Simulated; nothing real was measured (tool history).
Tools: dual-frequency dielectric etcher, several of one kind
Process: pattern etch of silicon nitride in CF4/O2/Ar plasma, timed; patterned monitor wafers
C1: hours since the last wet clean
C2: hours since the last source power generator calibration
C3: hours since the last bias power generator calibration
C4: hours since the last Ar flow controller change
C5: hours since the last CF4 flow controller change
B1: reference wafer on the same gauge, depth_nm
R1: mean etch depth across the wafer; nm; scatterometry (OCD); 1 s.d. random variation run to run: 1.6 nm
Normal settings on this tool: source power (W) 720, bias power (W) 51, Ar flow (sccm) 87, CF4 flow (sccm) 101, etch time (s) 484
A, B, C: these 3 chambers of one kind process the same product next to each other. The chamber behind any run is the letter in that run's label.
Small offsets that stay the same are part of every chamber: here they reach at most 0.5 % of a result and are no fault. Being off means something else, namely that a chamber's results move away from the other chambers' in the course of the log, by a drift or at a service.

run 1A hour=10.5 | source_power_(W)=720 bias_power_(W)=51 Ar_flow_(sccm)=87 CF4_flow_(sccm)=101 etch_time_(s)=484 | C1=113.0 C2=51.2 C3=2049.4 C4=347.4 C5=2206.8 | B1=1209.9 | R1=1297.20
run 2C hour=19.7 | source_power_(W)=720 bias_power_(W)=51 Ar_flow_(sccm)=87 CF4_flow_(sccm)=101 etch_time_(s)=484 | C1=205.7 C2=123.5 C3=1598.7 C4=4486.4 C5=940.6 | B1=1209.7 | R1=1292.20
run 3B hour=28.6 | source_power_(W)=720 bias_power_(W)=51 Ar_flow_(sccm)=87 CF4_flow_(sccm)=101 etch_time_(s)=484 | C1=176.3 C2=3654.9 C3=1287.4 C4=1337.4 C5=1416.8 | B1=1209.6 | R1=1294.40
run 4A hour=36.9 | source_power_(W)=720 bias_power_(W)=51 Ar_flow_(sccm)=87 CF4_flow_(sccm)=101 etch_time_(s)=484 | C1=139.4 C2=77.6 C3=2075.8 C4=373.8 C5=2233.2 | B1=1209.3 | R1=1300.10
run 5C hour=46.1 | source_power_(W)=720 bias_power_(W)=51 Ar_flow_(sccm)=87 CF4_flow_(sccm)=101 etch_time_(s)=484 | C1=232.1 C2=149.9 C3=1625.1 C4=4512.8 C5=967.0 | B1=1208.7 | R1=1292.40
run 6B hour=51.7 | source_power_(W)=720 bias_power_(W)=51 Ar_flow_(sccm)=87 CF4_flow_(sccm)=101 etch_time_(s)=484 | C1=199.4 C2=3678.0 C3=1310.5 C4=1360.5 C5=1439.9 | B1=1208.7 | R1=1294.50
run 7A hour=57.4 | source_power_(W)=720 bias_power_(W)=51 Ar_flow_(sccm)=105 CF4_flow_(sccm)=101 etch_time_(s)=484 | C1=159.9 C2=98.1 C3=2096.3 C4=394.3 C5=2253.7 | B1=1208.9 | R1=1267.10
run 8B hour=62.4 | source_power_(W)=720 bias_power_(W)=51 Ar_flow_(sccm)=105 CF4_flow_(sccm)=101 etch_time_(s)=484 | C1=210.1 C2=3688.7 C3=1321.2 C4=1371.2 C5=1450.6 | B1=1208.7 | R1=1268.70
run 9C hour=67.6 | source_power_(W)=720 bias_power_(W)=51 Ar_flow_(sccm)=105 CF4_flow_(sccm)=101 etch_time_(s)=484 | C1=253.6 C2=171.4 C3=1646.6 C4=4534.3 C5=988.5 | B1=1208.4 | R1=1260.70
run 10A hour=76.1 | source_power_(W)=720 bias_power_(W)=51 Ar_flow_(sccm)=87 CF4_flow_(sccm)=101 etch_time_(s)=484 | C1=178.6 C2=116.8 C3=2115.0 C4=413.0 C5=2272.4 | B1=1208.6 | R1=1293.80
run 11B hour=82.6 | source_power_(W)=720 bias_power_(W)=51 Ar_flow_(sccm)=87 CF4_flow_(sccm)=101 etch_time_(s)=484 | C1=230.3 C2=3708.9 C3=1341.4 C4=1391.4 C5=1470.8 | B1=1207.9 | R1=1294.10
run 12C hour=93.5 | source_power_(W)=720 bias_power_(W)=51 Ar_flow_(sccm)=87 CF4_flow_(sccm)=101 etch_time_(s)=484 | C1=279.5 C2=197.3 C3=1672.5 C4=4560.2 C5=1014.4 | B1=1207.7 | R1=1291.10
-- hour=102.5 chamber B: source power generator calibrated
run 13B hour=103.5 | source_power_(W)=720 bias_power_(W)=51 Ar_flow_(sccm)=87 CF4_flow_(sccm)=101 etch_time_(s)=484 | C1=251.2 C2=1.0 C3=1362.3 C4=1412.3 C5=1491.7 | B1=1208.2 | R1=1295.00
run 14C hour=110.4 | source_power_(W)=720 bias_power_(W)=51 Ar_flow_(sccm)=87 CF4_flow_(sccm)=101 etch_time_(s)=484 | C1=296.4 C2=214.2 C3=1689.4 C4=4577.1 C5=1031.3 | B1=1207.8 | R1=1288.10
-- hour=116.5 chamber B: Ar flow controller replaced
run 15A hour=121.5 | source_power_(W)=720 bias_power_(W)=51 Ar_flow_(sccm)=87 CF4_flow_(sccm)=101 etch_time_(s)=484 | C1=224.0 C2=162.2 C3=2160.4 C4=458.4 C5=2317.8 | B1=1207.0 | R1=1293.80
run 16C hour=127.9 | source_power_(W)=720 bias_power_(W)=51 Ar_flow_(sccm)=87 CF4_flow_(sccm)=101 etch_time_(s)=484 | C1=313.9 C2=231.7 C3=1706.9 C4=4594.6 C5=1048.8 | B1=1207.3 | R1=1289.40
run 17A hour=136.8 | source_power_(W)=720 bias_power_(W)=51 Ar_flow_(sccm)=87 CF4_flow_(sccm)=101 etch_time_(s)=484 | C1=239.3 C2=177.5 C3=2175.7 C4=473.7 C5=2333.1 | B1=1207.1 | R1=1294.30
run 18B hour=145.6 | source_power_(W)=720 bias_power_(W)=51 Ar_flow_(sccm)=87 CF4_flow_(sccm)=101 etch_time_(s)=484 | C1=293.3 C2=43.1 C3=1404.4 C4=29.2 C5=1533.8 | B1=1206.7 | R1=1295.00
run 19B hour=151.5 | source_power_(W)=720 bias_power_(W)=51 Ar_flow_(sccm)=87 CF4_flow_(sccm)=101 etch_time_(s)=484 | C1=299.2 C2=49.0 C3=1410.3 C4=35.1 C5=1539.7 | B1=1206.6 | R1=1291.80
run 20A hour=160.2 | source_power_(W)=720 bias_power_(W)=51 Ar_flow_(sccm)=87 CF4_flow_(sccm)=101 etch_time_(s)=484 | C1=262.7 C2=200.9 C3=2199.1 C4=497.1 C5=2356.5 | B1=1206.6 | R1=1294.90
run 21C hour=171.5 | source_power_(W)=720 bias_power_(W)=51 Ar_flow_(sccm)=87 CF4_flow_(sccm)=101 etch_time_(s)=484 | C1=357.5 C2=275.3 C3=1750.5 C4=4638.2 C5=1092.4 | B1=1206.5 | R1=1291.60
run 22B hour=182.3 | source_power_(W)=720 bias_power_(W)=51 Ar_flow_(sccm)=87 CF4_flow_(sccm)=101 etch_time_(s)=484 | C1=330.0 C2=79.8 C3=1441.1 C4=65.9 C5=1570.5 | B1=1205.9 | R1=1294.50
run 23C hour=190.1 | source_power_(W)=720 bias_power_(W)=51 Ar_flow_(sccm)=87 CF4_flow_(sccm)=101 etch_time_(s)=484 | C1=376.1 C2=293.9 C3=1769.1 C4=4656.8 C5=1111.0 | B1=1205.9 | R1=1287.30
run 24A hour=200.4 | source_power_(W)=720 bias_power_(W)=51 Ar_flow_(sccm)=87 CF4_flow_(sccm)=101 etch_time_(s)=484 | C1=302.9 C2=241.1 C3=2239.3 C4=537.3 C5=2396.7 | B1=1205.6 | R1=1294.20
run 25C hour=205.9 | source_power_(W)=720 bias_power_(W)=51 Ar_flow_(sccm)=87 CF4_flow_(sccm)=101 etch_time_(s)=484 | C1=391.9 C2=309.7 C3=1784.9 C4=4672.6 C5=1126.8 | B1=1205.4 | R1=1288.90
run 26B hour=215.6 | source_power_(W)=720 bias_power_(W)=51 Ar_flow_(sccm)=87 CF4_flow_(sccm)=101 etch_time_(s)=484 | C1=363.3 C2=113.1 C3=1474.4 C4=99.2 C5=1603.8 | B1=1205.5 | R1=1292.10
run 27A hour=221.7 | source_power_(W)=720 bias_power_(W)=51 Ar_flow_(sccm)=87 CF4_flow_(sccm)=101 etch_time_(s)=484 | C1=324.2 C2=262.4 C3=2260.6 C4=558.6 C5=2418.0 | B1=1205.5 | R1=1293.90
run 28B hour=227.5 | source_power_(W)=720 bias_power_(W)=51 Ar_flow_(sccm)=87 CF4_flow_(sccm)=101 etch_time_(s)=484 | C1=375.2 C2=125.0 C3=1486.3 C4=111.1 C5=1615.7 | B1=1204.8 | R1=1293.10
run 29A hour=237.3 | source_power_(W)=720 bias_power_(W)=45 Ar_flow_(sccm)=87 CF4_flow_(sccm)=101 etch_time_(s)=350 | C1=339.8 C2=278.0 C3=2276.2 C4=574.2 C5=2433.6 | B1=1204.8 | R1=895.96
-- hour=239.1 chamber B: wet clean of the chamber
run 30C hour=246.5 | source_power_(W)=720 bias_power_(W)=45 Ar_flow_(sccm)=87 CF4_flow_(sccm)=101 etch_time_(s)=350 | C1=432.5 C2=350.3 C3=1825.5 C4=4713.2 C5=1167.4 | B1=1204.4 | R1=889.09
run 31B hour=253.2 | source_power_(W)=720 bias_power_(W)=45 Ar_flow_(sccm)=87 CF4_flow_(sccm)=101 etch_time_(s)=350 | C1=14.2 C2=150.7 C3=1512.0 C4=136.8 C5=1641.4 | B1=1204.4 | R1=893.67
-- hour=254.1 chamber A: wet clean of the chamber
run 32A hour=259.2 | source_power_(W)=720 bias_power_(W)=51 Ar_flow_(sccm)=87 CF4_flow_(sccm)=101 etch_time_(s)=379 | C1=5.1 C2=299.9 C3=2298.1 C4=596.1 C5=2455.5 | B1=1204.3 | R1=1012.60
run 33C hour=268.9 | source_power_(W)=720 bias_power_(W)=51 Ar_flow_(sccm)=87 CF4_flow_(sccm)=101 etch_time_(s)=379 | C1=454.9 C2=372.7 C3=1847.9 C4=4735.6 C5=1189.8 | B1=1204.2 | R1=1007.10

Decide between three cases: one chamber stands off from its peers, the gauge reading all wafers drifts, or nothing is wrong past each chamber's small offset. Where a chamber is off, say which and what most likely put it there.

None of the chambers is off. What moves is the gauge, dragging all their readings along together.
Likeliest cause: gauge reads low (%) = 0.497.
